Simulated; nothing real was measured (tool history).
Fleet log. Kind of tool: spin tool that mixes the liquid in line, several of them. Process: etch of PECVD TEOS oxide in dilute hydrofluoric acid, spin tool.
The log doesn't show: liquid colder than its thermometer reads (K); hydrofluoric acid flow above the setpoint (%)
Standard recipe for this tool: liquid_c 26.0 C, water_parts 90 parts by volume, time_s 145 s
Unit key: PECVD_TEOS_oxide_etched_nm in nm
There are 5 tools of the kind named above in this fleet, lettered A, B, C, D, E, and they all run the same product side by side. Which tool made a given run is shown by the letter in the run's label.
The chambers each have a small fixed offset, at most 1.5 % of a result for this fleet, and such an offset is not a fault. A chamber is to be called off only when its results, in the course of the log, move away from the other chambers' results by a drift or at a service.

run   hour  liquid_c  water_parts  time_s  hours since the thermometer was replaced  hours since the hydrofluoric acid flow meter was replaced  read-back film thickness of the PECVD TEOS oxide reference wafer, read on the same gauge (nm)  PECVD_TEOS_oxide_etched_nm
 1B    5.4      26.0           90     145                                    1222.4                                                      141.7                                                                                         80.002                     14.8210
 2E   12.3      26.0           90     145                                    2357.6                                                     1724.1                                                                                         79.993                     15.0860
 3D   17.7      26.0           90     145                                     634.5                                                      353.7                                                                                         80.018                     15.0870
 4A   24.5      26.0           90     145                                    1489.4                                                     1546.0                                                                                         79.980                     14.7870
 5C   29.6      26.0          130     220                                    1505.2                                                      265.1                                                                                         79.985                     14.9830
 6C   36.5      26.0          130     220                                    1512.1                                                      272.0                                                                                         79.953                     15.1260
 7D   39.7      26.0          130     220                                     656.5                                                      375.7                                                                                         79.949                     15.2390
 8B   43.2      26.0          130     220                                    1260.2                                                      179.5                                                                                         80.005                     15.1300
 9E   50.0      26.0          130     220                                    2395.3                                                     1761.8                                                                                         79.971                     15.2490
10A   56.9      26.0           90     145                                    1521.8                                                     1578.4                                                                                         80.025                     14.6860
11C   62.1      26.0           90     145                                    1537.7                                                      297.6                                                                                         80.012                     15.1130
12A   66.3      26.0           90     145                                    1531.2                                                     1587.8                                                                                         80.000                     14.9720
13E   69.5      26.0           90     145                                    2414.8                                                     1781.3                                                                                         79.965                     15.2500
14B   76.2      26.0           90     145                                    1293.2                                                      212.5                                                                                         80.005                     15.1850
15D   82.4      26.0           90     145                                     699.2                                                      418.4                                                                                         80.009                     15.1240
16B   89.2      26.0           90     145                                    1306.2                                                      225.5                                                                                         79.964                     15.2320
17A   94.7      29.0           90      65                                    1559.6                                                     1616.2                                                                                         79.973                      7.3812
18C   98.8      29.0           90      65                                    1574.4                                                      334.3                                                                                         80.006                      7.5232
19D  103.2      29.0           90      65                                     720.0                                                      439.2                                                                                         79.951                      7.4908
     105.4  -- chamber D: hydrofluoric acid flow meter replaced
20E  109.4      29.0           90      65                                    2454.7                                                     1821.2                                                                                         80.019                      7.5234
21C  112.6      29.0           90      65                                    1588.2                                                      348.1                                                                                         80.014                      7.5465
22D  116.4      26.0           90     145                                     733.2                                                       11.1                                                                                         80.005                     14.8540
23A  120.0      26.0           90     145                                    1584.9                                                     1641.5                                                                                         80.002                     14.8760
24B  124.7      26.0           90     145                                    1341.7                                                      261.0                                                                                         79.991                     15.1250
25E  128.3      26.0           90     145                                    2473.6                                                     1840.1                                                                                         80.041                     15.1340
26A  134.3      26.0           90     145                                    1599.2                                                     1655.8                                                                                         79.984                     15.0290
27B  140.8      26.0           90     145                                    1357.8                                                      277.1                                                                                         80.009                     15.2400
28E  147.4      26.0           90     145                                    2492.7                                                     1859.2                                                                                         79.985                     15.0580
29C  151.3      26.0           90     145                                    1626.9                                                      386.8                                                                                         80.024                     15.0760
     157.5  -- chamber E: hydrofluoric acid flow meter replaced
30D  157.7      26.0           90     145                                     774.5                                                       52.4                                                                                         79.942                     14.6330
31C  162.1      26.0           90     145                                    1637.7                                                      397.6                                                                                         80.052                     14.9020
32A  166.9      26.0           90     145                                    1631.8                                                     1688.4                                                                                         79.987                     14.9070
33D  170.1      26.0           90     145                                     786.9                                                       64.8                                                                                         80.028                     14.6860
34E  173.5      26.0           90     145                                    2518.8                                                       16.0                                                                                         80.016                     14.7580
35B  177.3      22.0           90     145                                    1394.3                                                      313.6                                                                                         80.026                     12.9230
36E  183.1      22.0           90     145                                    2528.4                                                       25.6                                                                                         80.017                     12.8760
37D  187.4      22.0           90     145                                     804.2                                                       82.1                                                                                         80.018                     12.3270
38A  191.8      22.0           90     145                                    1656.7                                                     1713.3                                                                                         79.996                     12.6960
39C  195.0      22.0           90     145                                    1670.6                                                      430.5                                                                                         80.008                     12.7960
40B  201.0      22.0           90      85                                    1418.0                                                      337.3                                                                                         80.002                      7.5750

Does one chamber stand apart from the rest, does the shared gauge drift, or is all well apart from small per-chamber offsets? Give the chamber and the most likely cause, where there is one.

It is chamber D that slowly wanders off from its peers.
Cause: liquid colder than its thermometer reads (K) = 1.66.

Which of the 4 candidates below, each the usual settings with something changed and its results left as question marks, puts chamber D back in line with what the other chambers give on the usual settings?
In line here means within this much of the mean the other chambers give on the usual settings: PECVD_TEOS_oxide_etched_nm 0.4700 nm
41D-1  206.0      27.0           90     145                                                                                                                                                                                                                               ?
41D-2  206.0      26.0           95     140                                                                                                                                                                                                                               ?
41D-3  206.0      26.0           95     145                                                                                                                                                                                                                               ?
41D-4  206.0      26.0           85     150                                                                                                                                                                                                                               ?

On the usual settings, the other chambers give on average: PECVD_TEOS_oxide_etched_nm 15.0230 nm
  run  PECVD_TEOS_oxide_etched_nm
41D-1                     14.9330
41D-2                     13.0530
41D-3                     13.5190
41D-4                     15.8000
The answer is 41D-1, which returns the chamber to within the allowed miss of the others.
